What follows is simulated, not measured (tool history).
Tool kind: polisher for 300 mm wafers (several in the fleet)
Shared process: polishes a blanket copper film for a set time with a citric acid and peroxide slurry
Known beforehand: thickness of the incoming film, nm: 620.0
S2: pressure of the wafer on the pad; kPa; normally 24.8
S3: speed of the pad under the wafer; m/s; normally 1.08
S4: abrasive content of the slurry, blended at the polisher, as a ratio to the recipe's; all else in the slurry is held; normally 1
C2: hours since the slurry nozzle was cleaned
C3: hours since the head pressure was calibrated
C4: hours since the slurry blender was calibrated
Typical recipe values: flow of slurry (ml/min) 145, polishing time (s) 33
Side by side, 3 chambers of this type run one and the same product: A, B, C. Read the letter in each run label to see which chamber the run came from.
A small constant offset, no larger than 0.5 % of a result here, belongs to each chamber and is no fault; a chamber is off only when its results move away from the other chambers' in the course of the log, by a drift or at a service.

{"run": "1C", "hour": 6.6, "flow of slurry (ml/min)": 145, "S2": 24.8, "S3": 1.08, "S4": 1, "polishing time (s)": 33, "wafers polished on this pad": 679, "C2": 679.5, "C3": 768.5, "C4": 37.3, "film removed (nm)": 102.15}
{"hour": 9.9, "done": "chamber C: worn pad replaced by a new one"}
{"run": "2A", "hour": 12.0, "flow of slurry (ml/min)": 145, "S2": 24.8, "S3": 1.08, "S4": 1, "polishing time (s)": 33, "wafers polished on this pad": 786, "C2": 116.5, "C3": 845.3, "C4": 328.2, "film removed (nm)": 104.54}
{"hour": 16.3, "done": "chamber B: slurry nozzle cleaned"}
{"run": "3B", "hour": 18.6, "flow of slurry (ml/min)": 145, "S2": 24.8, "S3": 1.08, "S4": 1, "polishing time (s)": 33, "wafers polished on this pad": 479, "C2": 2.4, "C3": 409.3, "C4": 95.3, "film removed (nm)": 103.78}
{"run": "4C", "hour": 26.9, "flow of slurry (ml/min)": 145, "S2": 24.8, "S3": 1.08, "S4": 1, "polishing time (s)": 33, "wafers polished on this pad": 218, "C2": 699.8, "C3": 788.8, "C4": 57.6, "film removed (nm)": 102.64}
{"hour": 34.7, "done": "chamber A: worn pad replaced by a new one"}
{"run": "5A", "hour": 35.5, "flow of slurry (ml/min)": 145, "S2": 24.8, "S3": 1.08, "S4": 1, "polishing time (s)": 33, "wafers polished on this pad": 10, "C2": 140.0, "C3": 868.8, "C4": 351.7, "film removed (nm)": 104.09}
{"hour": 35.8, "done": "chamber C: head pressure recalibrated"}
{"run": "6B", "hour": 45.6, "flow of slurry (ml/min)": 145, "S2": 24.8, "S3": 1.08, "S4": 1, "polishing time (s)": 33, "wafers polished on this pad": 824, "C2": 29.4, "C3": 436.3, "C4": 122.3, "film removed (nm)": 104.02}
{"hour": 48.2, "done": "chamber B: worn pad replaced by a new one"}
{"run": "7A", "hour": 53.3, "flow of slurry (ml/min)": 145, "S2": 24.8, "S3": 1.08, "S4": 1, "polishing time (s)": 33, "wafers polished on this pad": 237, "C2": 157.8, "C3": 886.6, "C4": 369.5, "film removed (nm)": 103.62}
{"run": "8B", "hour": 62.5, "flow of slurry (ml/min)": 145, "S2": 24.8, "S3": 1.08, "S4": 1, "polishing time (s)": 33, "wafers polished on this pad": 183, "C2": 46.3, "C3": 453.2, "C4": 139.2, "film removed (nm)": 103.9}
{"hour": 67.0, "done": "chamber C: worn pad replaced by a new one"}
{"run": "9C", "hour": 72.7, "flow of slurry (ml/min)": 145, "S2": 24.8, "S3": 1.08, "S4": 1, "polishing time (s)": 33, "wafers polished on this pad": 73, "C2": 745.6, "C3": 37.0, "C4": 103.4, "film removed (nm)": 103.94}
{"hour": 76.2, "done": "chamber A: slurry blender recalibrated"}
{"run": "10A", "hour": 78.8, "flow of slurry (ml/min)": 145, "S2": 24.8, "S3": 1.08, "S4": 1, "polishing time (s)": 33, "wafers polished on this pad": 563, "C2": 183.3, "C3": 912.1, "C4": 2.6, "film removed (nm)": 104.82}
{"run": "11B", "hour": 84.2, "flow of slurry (ml/min)": 145, "S2": 24.8, "S3": 1.08, "S4": 1, "polishing time (s)": 26, "wafers polished on this pad": 460, "C2": 68.0, "C3": 474.9, "C4": 160.9, "film removed (nm)": 80.616}
{"run": "12C", "hour": 94.7, "flow of slurry (ml/min)": 145, "S2": 24.8, "S3": 1.08, "S4": 1, "polishing time (s)": 26, "wafers polished on this pad": 354, "C2": 767.6, "C3": 59.0, "C4": 125.4, "film removed (nm)": 80.838}
{"run": "13C", "hour": 101.2, "flow of slurry (ml/min)": 145, "S2": 24.8, "S3": 1.08, "S4": 1, "polishing time (s)": 26, "wafers polished on this pad": 437, "C2": 774.1, "C3": 65.5, "C4": 131.9, "film removed (nm)": 80.884}
{"run": "14A", "hour": 111.5, "flow of slurry (ml/min)": 145, "S2": 24.8, "S3": 1.08, "S4": 1, "polishing time (s)": 33, "wafers polished on this pad": 981, "C2": 216.0, "C3": 944.8, "C4": 35.3, "film removed (nm)": 102.87}
{"hour": 117.8, "done": "chamber B: slurry blender recalibrated"}
{"run": "15B", "hour": 119.9, "flow of slurry (ml/min)": 145, "S2": 24.8, "S3": 1.08, "S4": 1, "polishing time (s)": 33, "wafers polished on this pad": 916, "C2": 103.7, "C3": 510.6, "C4": 2.2, "film removed (nm)": 103.87}
{"hour": 121.0, "done": "chamber B: worn pad replaced by a new one"}
{"hour": 127.2, "done": "chamber C: worn pad replaced by a new one"}
{"run": "16B", "hour": 129.1, "flow of slurry (ml/min)": 145, "S2": 24.8, "S3": 1.08, "S4": 1, "polishing time (s)": 33, "wafers polished on this pad": 103, "C2": 112.9, "C3": 519.8, "C4": 11.4, "film removed (nm)": 104.13}
{"hour": 132.2, "done": "chamber A: worn pad replaced by a new one"}
{"run": "17C", "hour": 138.9, "flow of slurry (ml/min)": 145, "S2": 24.8, "S3": 1.08, "S4": 1, "polishing time (s)": 37, "wafers polished on this pad": 150, "C2": 811.8, "C3": 103.2, "C4": 169.6, "film removed (nm)": 114.15}
{"hour": 143.7, "done": "chamber C: slurry blender recalibrated"}
{"run": "18A", "hour": 149.4, "flow of slurry (ml/min)": 145, "S2": 24.8, "S3": 1.08, "S4": 1, "polishing time (s)": 37, "wafers polished on this pad": 219, "C2": 253.9, "C3": 982.7, "C4": 73.2, "film removed (nm)": 116.19}
{"run": "19C", "hour": 154.3, "flow of slurry (ml/min)": 145, "S2": 24.8, "S3": 1.08, "S4": 1, "polishing time (s)": 37, "wafers polished on this pad": 347, "C2": 827.2, "C3": 118.6, "C4": 10.7, "film removed (nm)": 114.71}
{"run": "20A", "hour": 160.6, "flow of slurry (ml/min)": 145, "S2": 24.8, "S3": 1.08, "S4": 1, "polishing time (s)": 33, "wafers polished on this pad": 362, "C2": 265.1, "C3": 993.9, "C4": 84.4, "film removed (nm)": 104.56}
{"run": "21B", "hour": 169.3, "flow of slurry (ml/min)": 145, "S2": 24.8, "S3": 1.08, "S4": 1, "polishing time (s)": 33, "wafers polished on this pad": 617, "C2": 153.1, "C3": 560.0, "C4": 51.6, "film removed (nm)": 103.43}
{"run": "22B", "hour": 175.8, "flow of slurry (ml/min)": 145, "S2": 24.8, "S3": 1.08, "S4": 1, "polishing time (s)": 33, "wafers polished on this pad": 700, "C2": 159.6, "C3": 566.5, "C4": 58.1, "film removed (nm)": 103.72}
{"run": "23C", "hour": 184.4, "flow of slurry (ml/min)": 145, "S2": 24.8, "S3": 1.08, "S4": 1, "polishing time (s)": 33, "wafers polished on this pad": 731, "C2": 857.3, "C3": 148.7, "C4": 40.8, "film removed (nm)": 104.28}
{"run": "24A", "hour": 192.3, "flow of slurry (ml/min)": 145, "S2": 24.8, "S3": 1.08, "S4": 1, "polishing time (s)": 33, "wafers polished on this pad": 767, "C2": 296.8, "C3": 1025.6, "C4": 116.1, "film removed (nm)": 104.08}
{"hour": 193.4, "done": "chamber B: worn pad replaced by a new one"}
{"run": "25B", "hour": 199.8, "flow of slurry (ml/min)": 145, "S2": 24.8, "S3": 1.08, "S4": 1, "polishing time (s)": 33, "wafers polished on this pad": 82, "C2": 183.6, "C3": 590.5, "C4": 82.1, "film removed (nm)": 104.24}
{"run": "26A", "hour": 208.8, "flow of slurry (ml/min)": 180, "S2": 24.8, "S3": 1.42, "S4": 1, "polishing time (s)": 33, "wafers polished on this pad": 978, "C2": 313.3, "C3": 1042.1, "C4": 132.6, "film removed (nm)": 138.52}

Has any chamber moved away from the others, gradually or after a service, or does the common gauge drift, or do the chambers differ only by their own small steady offsets? State the chamber and the most likely cause if one applies.

No chamber is off and the gauge is stable; the differences are just each chamber's small, constant offset.

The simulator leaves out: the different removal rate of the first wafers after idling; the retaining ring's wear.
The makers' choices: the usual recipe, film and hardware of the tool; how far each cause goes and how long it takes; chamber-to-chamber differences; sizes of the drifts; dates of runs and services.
